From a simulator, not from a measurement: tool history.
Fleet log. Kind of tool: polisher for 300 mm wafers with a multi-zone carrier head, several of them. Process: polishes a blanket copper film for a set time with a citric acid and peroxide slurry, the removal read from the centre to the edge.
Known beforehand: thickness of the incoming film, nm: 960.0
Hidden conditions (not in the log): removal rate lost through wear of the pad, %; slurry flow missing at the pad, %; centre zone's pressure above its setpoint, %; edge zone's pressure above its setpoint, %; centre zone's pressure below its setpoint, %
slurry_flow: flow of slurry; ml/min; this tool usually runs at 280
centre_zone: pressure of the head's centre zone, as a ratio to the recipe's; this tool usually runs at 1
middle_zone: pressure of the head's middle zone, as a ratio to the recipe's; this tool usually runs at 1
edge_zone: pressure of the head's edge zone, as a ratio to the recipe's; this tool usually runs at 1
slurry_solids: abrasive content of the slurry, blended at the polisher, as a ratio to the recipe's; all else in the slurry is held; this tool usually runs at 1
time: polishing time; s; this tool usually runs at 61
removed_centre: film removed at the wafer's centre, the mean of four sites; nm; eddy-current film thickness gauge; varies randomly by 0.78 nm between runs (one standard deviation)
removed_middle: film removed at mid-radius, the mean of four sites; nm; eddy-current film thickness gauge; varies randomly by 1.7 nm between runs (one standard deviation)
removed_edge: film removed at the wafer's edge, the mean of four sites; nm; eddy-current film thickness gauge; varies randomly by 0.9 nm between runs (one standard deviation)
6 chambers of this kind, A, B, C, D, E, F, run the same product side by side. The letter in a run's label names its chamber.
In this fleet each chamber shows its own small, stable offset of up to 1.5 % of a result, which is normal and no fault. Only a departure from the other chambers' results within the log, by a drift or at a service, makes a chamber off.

| run | hour | slurry_flow | centre_zone | middle_zone | edge_zone | slurry_solids | time | wafers polished on this pad | hours since the slurry nozzle was cleaned | hours since the centre zone pressure was calibrated | hours since the edge zone pressure was calibrated | removed_centre | removed_middle | removed_edge |
|---|---|---|---|---|---|---|---|---|---|---|---|---|---|---|
| 1E | 3.1 | 280 | 1 | 1 | 1 | 1 | 61 | 669 | 420.9 | 984.9 | 372.9 | 115.45 | 117.61 | 115.07 |
|  | 3.3 | chamber E: slurry nozzle cleaned |
| 2D | 6 | 280 | 1 | 1 | 1 | 1 | 61 | 394 | 604.6 | 521.7 | 1177.9 | 117.46 | 119.05 | 115.94 |
| 3A | 11.1 | 280 | 1 | 1 | 1 | 1 | 61 | 840 | 818.1 | 624.5 | 126.9 | 117.64 | 118.97 | 115.49 |
| 4F | 15.5 | 280 | 1 | 1 | 1 | 1 | 61 | 496 | 280.2 | 426.4 | 1265.7 | 116.43 | 114.87 | 114.56 |
| 5C | 19.9 | 280 | 1 | 1 | 1 | 1 | 61 | 1000 | 759.9 | 439.2 | 336.4 | 115.96 | 113.89 | 117.72 |
| 6B | 22.4 | 280 | 1 | 1 | 1 | 1 | 61 | 382 | 310.8 | 59.9 | 194.5 | 116.51 | 112.08 | 116.47 |
|  | 24.5 | chamber F: worn pad replaced by a new one |
| 7E | 26.4 | 280 | 1.08 | 1 | 1 | 1 | 61 | 921 | 23.2 | 1008.2 | 396.2 | 128.23 | 113.98 | 114.95 |
|  | 30.3 | chamber E: worn pad replaced by a new one |
|  | 30.9 | chamber C: worn pad replaced by a new one |
| 8D | 30.9 | 280 | 1.08 | 1 | 1 | 1 | 61 | 664 | 629.5 | 546.6 | 1202.8 | 128.02 | 118.18 | 116.39 |
| 9B | 35.7 | 280 | 1.08 | 1 | 1 | 1 | 61 | 526 | 324.1 | 73.2 | 207.8 | 125.8 | 113.81 | 117.72 |
| 10F | 39.3 | 280 | 1.08 | 1 | 1 | 1 | 61 | 161 | 304 | 450.2 | 1289.5 | 126.17 | 119.26 | 116.47 |
| 11A | 42.6 | 280 | 1.08 | 1 | 1 | 1 | 61 | 1182 | 849.6 | 656 | 158.4 | 126.61 | 114.1 | 115.4 |
|  | 44.7 | chamber C: slurry nozzle cleaned |
|  | 47.1 | chamber B: worn pad replaced by a new one |
| 12C | 47.5 | 280 | 1.08 | 1 | 1 | 1 | 61 | 180 | 2.8 | 466.8 | 364 | 125.74 | 115.48 | 117.13 |
|  | 49.1 | chamber A: slurry nozzle cleaned |
| 13C | 49.8 | 280 | 1 | 1 | 1 | 1 | 61 | 205 | 5.1 | 469.1 | 366.3 | 116.09 | 115.32 | 116.28 |
|  | 51.8 | chamber D: centre zone pressure recalibrated |
|  | 52.9 | chamber D: slurry nozzle cleaned |
| 14F | 53.2 | 280 | 1 | 1 | 1 | 1 | 61 | 311 | 317.9 | 464.1 | 1303.4 | 117.55 | 115.55 | 117.12 |
| 15D | 56.3 | 280 | 1 | 1 | 1 | 1 | 61 | 939 | 3.4 | 4.6 | 1228.2 | 126.66 | 115.94 | 115.72 |
| 16E | 60 | 280 | 1 | 1 | 1 | 1 | 61 | 322 | 56.8 | 1041.8 | 429.8 | 115.7 | 114.52 | 114.15 |
| 17B | 62.6 | 280 | 1 | 1 | 1 | 1 | 61 | 168 | 351 | 100.1 | 234.7 | 116.1 | 113.67 | 114.81 |
| 18A | 65.6 | 280 | 1 | 1 | 1.07 | 1 | 61 | 1431 | 16.6 | 679 | 181.4 | 117.1 | 117.97 | 122.07 |
|  | 69.1 | chamber F: edge zone pressure recalibrated |
| 19C | 70.5 | 280 | 1 | 1 | 1.07 | 1 | 61 | 429 | 25.8 | 489.8 | 387 | 115.98 | 121.42 | 122.93 |
|  | 70.7 | chamber F: worn pad replaced by a new one |
| 20E | 74.5 | 280 | 1 | 1 | 1.07 | 1 | 61 | 479 | 71.3 | 1056.3 | 444.3 | 117.37 | 116.25 | 120.1 |
|  | 77.5 | chamber C: centre zone pressure recalibrated |
|  | 78 | chamber D: worn pad replaced by a new one |
|  | 78 | chamber A: worn pad replaced by a new one |
| 21D | 79.6 | 280 | 1 | 1 | 1.07 | 1 | 61 | 17 | 26.7 | 27.9 | 1251.5 | 128.2 | 118.61 | 120.4 |
| 22F | 83.5 | 280 | 1 | 1 | 1.07 | 1 | 61 | 139 | 348.2 | 494.4 | 14.5 | 117.06 | 115.01 | 121.33 |
| 23B | 86.1 | 280 | 1 | 1 | 1.07 | 1 | 61 | 422 | 374.5 | 123.6 | 258.2 | 116.82 | 116.31 | 119.57 |
| 24A | 89.5 | 280 | 1 | 1 | 1 | 1 | 61 | 125 | 40.5 | 702.9 | 205.3 | 118.49 | 118.4 | 114.87 |
| 25A | 93.7 | 280 | 1 | 1 | 1 | 1 | 61 | 170 | 44.7 | 707.1 | 209.5 | 118.16 | 117.09 | 115.99 |
| 26C | 98.1 | 280 | 1 | 1 | 1 | 1 | 61 | 728 | 53.4 | 20.6 | 414.6 | 115.28 | 118.8 | 117.38 |
| 27E | 102.2 | 280 | 1 | 1 | 1 | 1 | 61 | 780 | 99 | 1084 | 472 | 115.74 | 115.78 | 116.76 |
| 28F | 106.3 | 280 | 1 | 1 | 1 | 1 | 61 | 386 | 371 | 517.2 | 37.3 | 117.32 | 115.31 | 114.97 |
|  | 107.1 | chamber B: worn pad replaced by a new one |
| 29B | 108.8 | 280 | 1 | 1 | 1 | 1 | 61 | 18 | 397.2 | 146.3 | 280.9 | 116.73 | 115.33 | 115.45 |
| 30D | 111.1 | 280 | 1 | 1 | 1 | 1 | 61 | 359 | 58.2 | 59.4 | 1283 | 127.7 | 119.61 | 116.79 |
| 31B | 115.6 | 280 | 1 | 1 | 1 | 1 | 61 | 92 | 404 | 153.1 | 287.7 | 117.11 | 114.71 | 114.23 |
|  | 116.2 | chamber C: edge zone pressure recalibrated |
| 32A | 119.2 | 280 | 1 | 1 | 1 | 1 | 61 | 447 | 70.2 | 732.6 | 235 | 118.55 | 120.21 | 116.41 |
|  | 121.7 | chamber E: worn pad replaced by a new one |
| 33D | 122.9 | 280 | 1 | 1 | 1 | 1 | 61 | 486 | 70 | 71.2 | 1294.8 | 127.89 | 119.5 | 116.79 |
| 34E | 126.4 | 280 | 1 | 1 | 1 | 1 | 70 | 50 | 123.2 | 1108.2 | 496.2 | 134.87 | 139.75 | 132.36 |
|  | 127.5 | chamber F: worn pad replaced by a new one |
| 35C | 131.7 | 280 | 1 | 1 | 1 | 1 | 70 | 1092 | 87 | 54.2 | 15.6 | 132.76 | 133.66 | 133.85 |
| 36F | 136 | 280 | 1 | 1 | 1 | 1 | 70 | 92 | 400.7 | 546.9 | 67 | 134.41 | 131.57 | 133.31 |
| 37E | 139.4 | 280 | 1 | 1 | 1 | 1 | 70 | 191 | 136.2 | 1121.2 | 509.2 | 133.92 | 134.25 | 133.02 |
| 38D | 144.5 | 280 | 1 | 1 | 1 | 1 | 70 | 721 | 91.6 | 92.8 | 1316.4 | 146.95 | 139.2 | 134.61 |

What goes on in this fleet: one chamber off, a drifting gauge, or nothing beyond the chambers' own small offsets? Name the chamber and the cause, if any.

A service left chamber D off against the others.
Most likely cause: centre zone's pressure above its setpoint, % = 8.81.

Below are 4 candidate recipes for chamber D's next run, each the usual settings with a change, their results shown as question marks. Which of them brings D's results back in line with what the other chambers give on the usual settings?
Counts as in line when no further than this from what the other chambers average on the usual settings: removed_centre 2.7 nm; removed_middle 6.1 nm; removed_edge 3.1 nm
| 39D-1 | 148.3 | 275 | 0.96 | 1.01 | 1.01 | 1 | 61 |  |  |  |  | ? | ? | ? |
| 39D-2 | 148.3 | 275 | 0.93 | 1.01 | 1.03 | 1 | 60 |  |  |  |  | ? | ? | ? |
| 39D-3 | 148.3 | 285 | 1.07 | 0.99 | 0.97 | 1 | 62 |  |  |  |  | ? | ? | ? |
| 39D-4 | 148.3 | 285 | 1.04 | 1 | 0.98 | 1 | 61 |  |  |  |  | ? | ? | ? |

On the usual settings, the other chambers give on average: removed_centre 116.65 nm; removed_middle 116.48 nm; removed_edge 116.07 nm
| run | removed_centre | removed_middle | removed_edge |
|---|---|---|---|
| 39D-1 | 122.46 | 117.84 | 116.78 |
| 39D-2 | 116.37 | 115.92 | 116.07 |
| 39D-3 | 140.5 | 117.97 | 116.57 |
| 39D-4 | 134.07 | 117.15 | 115.29 |
With 39D-2, the chamber falls back in line with the rest.
